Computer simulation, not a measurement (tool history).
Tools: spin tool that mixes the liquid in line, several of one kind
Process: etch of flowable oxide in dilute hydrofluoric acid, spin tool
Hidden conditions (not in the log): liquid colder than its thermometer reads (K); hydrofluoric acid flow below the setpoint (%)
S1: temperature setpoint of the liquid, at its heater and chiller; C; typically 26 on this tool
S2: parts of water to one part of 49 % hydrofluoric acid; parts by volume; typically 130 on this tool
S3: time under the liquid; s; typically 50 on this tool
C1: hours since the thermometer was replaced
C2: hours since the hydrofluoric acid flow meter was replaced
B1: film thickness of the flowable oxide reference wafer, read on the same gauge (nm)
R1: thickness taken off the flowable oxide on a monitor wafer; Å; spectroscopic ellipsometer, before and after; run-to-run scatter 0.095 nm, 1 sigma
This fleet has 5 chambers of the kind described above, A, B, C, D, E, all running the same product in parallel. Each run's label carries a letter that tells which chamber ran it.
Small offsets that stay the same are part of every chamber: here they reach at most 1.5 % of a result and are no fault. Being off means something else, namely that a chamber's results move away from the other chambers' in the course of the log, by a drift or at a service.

| run | day | S1 | S2 | S3 | C1 | C2 | B1 | R1 |
|---|---|---|---|---|---|---|---|---|
| 1E | 0.5 | 26 | 130 | 50 | 2479.9 | 1939.5 | 70.027 | 158.98 |
| 2D | 0.992 | 26 | 130 | 50 | 1107.2 | 839.2 | 69.982 | 157.27 |
| 3B | 1.254 | 26 | 130 | 50 | 2179.8 | 810.2 | 69.984 | 157.7 |
| 4C | 1.75 | 26 | 130 | 50 | 354.2 | 1338.8 | 69.984 | 157.56 |
| 5A | 2.062 | 26 | 130 | 50 | 525.7 | 87.6 | 69.983 | 154.55 |
| 6D | 2.408 | 26 | 130 | 50 | 1141.2 | 873.2 | 70.014 | 157.15 |
| 7C | 2.783 | 26 | 130 | 50 | 379 | 1363.6 | 69.986 | 157.03 |
| 8E | 3.088 | 26 | 130 | 50 | 2542 | 2001.6 | 70.007 | 159.55 |
| 9A | 3.542 | 26 | 130 | 50 | 561.2 | 123.1 | 70.001 | 156.41 |
| 10B | 4.083 | 26 | 130 | 50 | 2247.7 | 878.1 | 70 | 158.16 |
| 11D | 4.421 | 26 | 130 | 50 | 1189.5 | 921.5 | 70.004 | 156.36 |
| 12C | 4.712 | 26 | 165 | 50 | 425.3 | 1409.9 | 69.998 | 117.36 |
| 13A | 5.058 | 26 | 165 | 50 | 597.6 | 159.5 | 69.964 | 116.92 |
| 14B | 5.529 | 26 | 165 | 50 | 2282.4 | 912.8 | 70.006 | 119.65 |
| 15E | 5.9 | 26 | 165 | 50 | 2609.5 | 2069.1 | 70.001 | 119.82 |
| 16B | 6.292 | 26 | 165 | 50 | 2300.7 | 931.1 | 70.011 | 118.32 |
| 17A | 6.6 | 26 | 130 | 50 | 634.6 | 196.5 | 70.022 | 156.38 |
|  | 6.838 | chamber E: hydrofluoric acid flow meter replaced |
| 18C | 6.988 | 26 | 130 | 50 | 479.9 | 1464.5 | 70.004 | 154.24 |
| 19D | 7.396 | 26 | 130 | 50 | 1260.9 | 992.9 | 69.993 | 157.28 |
| 20E | 7.708 | 26 | 130 | 50 | 2652.9 | 20.9 | 69.979 | 159.46 |
| 21D | 8.1 | 26 | 130 | 50 | 1277.8 | 1009.8 | 69.996 | 156.02 |
| 22E | 8.479 | 26 | 130 | 50 | 2671.4 | 39.4 | 70.012 | 158.38 |
|  | 8.808 | chamber B: thermometer replaced |
| 23A | 9.008 | 31 | 130 | 25 | 692.4 | 254.3 | 70.005 | 92.91 |
| 24B | 9.296 | 31 | 130 | 25 | 11.8 | 1003.2 | 70.006 | 95.553 |
| 25C | 9.804 | 31 | 130 | 25 | 547.5 | 1532.1 | 69.997 | 91.971 |
| 26E | 10.192 | 31 | 130 | 25 | 2712.5 | 80.5 | 69.998 | 96.196 |
| 27B | 10.671 | 31 | 130 | 25 | 44.8 | 1036.2 | 69.986 | 94.532 |
| 28C | 11.075 | 26 | 165 | 65 | 578 | 1562.6 | 70.005 | 150.85 |
| 29A | 11.617 | 26 | 165 | 65 | 755 | 316.9 | 70.003 | 149.75 |
| 30D | 12.05 | 26 | 165 | 65 | 1372.6 | 1104.6 | 69.974 | 154.2 |
| 31C | 12.3 | 26 | 165 | 65 | 607.4 | 1592 | 70.009 | 148.3 |
| 32A | 12.579 | 26 | 165 | 65 | 778.1 | 340 | 70.006 | 152.83 |
| 33E | 12.817 | 26 | 70 | 60 | 2775.5 | 143.5 | 70.006 | 388.37 |
| 34B | 13.342 | 26 | 70 | 60 | 108.9 | 1100.3 | 70.011 | 372.14 |
|  | 13.375 | chamber D: hydrofluoric acid flow meter replaced |
| 35D | 13.862 | 26 | 70 | 60 | 1416.1 | 11.8 | 69.979 | 378.64 |
|  | 13.988 | chamber E: thermometer replaced |
| 36B | 14.096 | 26 | 70 | 60 | 127 | 1118.4 | 70 | 372.89 |
| 37D | 14.554 | 26 | 70 | 60 | 1432.7 | 28.4 | 70.015 | 382.58 |
| 38E | 15.029 | 26 | 130 | 50 | 25 | 196.6 | 70.012 | 158.65 |

Each of the 5 chambers runs these same settings next. Fill in every chamber's results:
| 39A | 15.421 | 26 | 130 | 30 |  |  |  | ? |
| 39B | 15.421 | 26 | 130 | 30 |  |  |  | ? |
| 39C | 15.421 | 26 | 130 | 30 |  |  |  | ? |
| 39D | 15.421 | 26 | 130 | 30 |  |  |  | ? |
| 39E | 15.421 | 26 | 130 | 30 |  |  |  | ? |

| run | R1 |
|---|---|
| 39A | 93.189 |
| 39B | 94.987 |
| 39C | 88.991 |
| 39D | 94.143 |
| 39E | 95.024 |
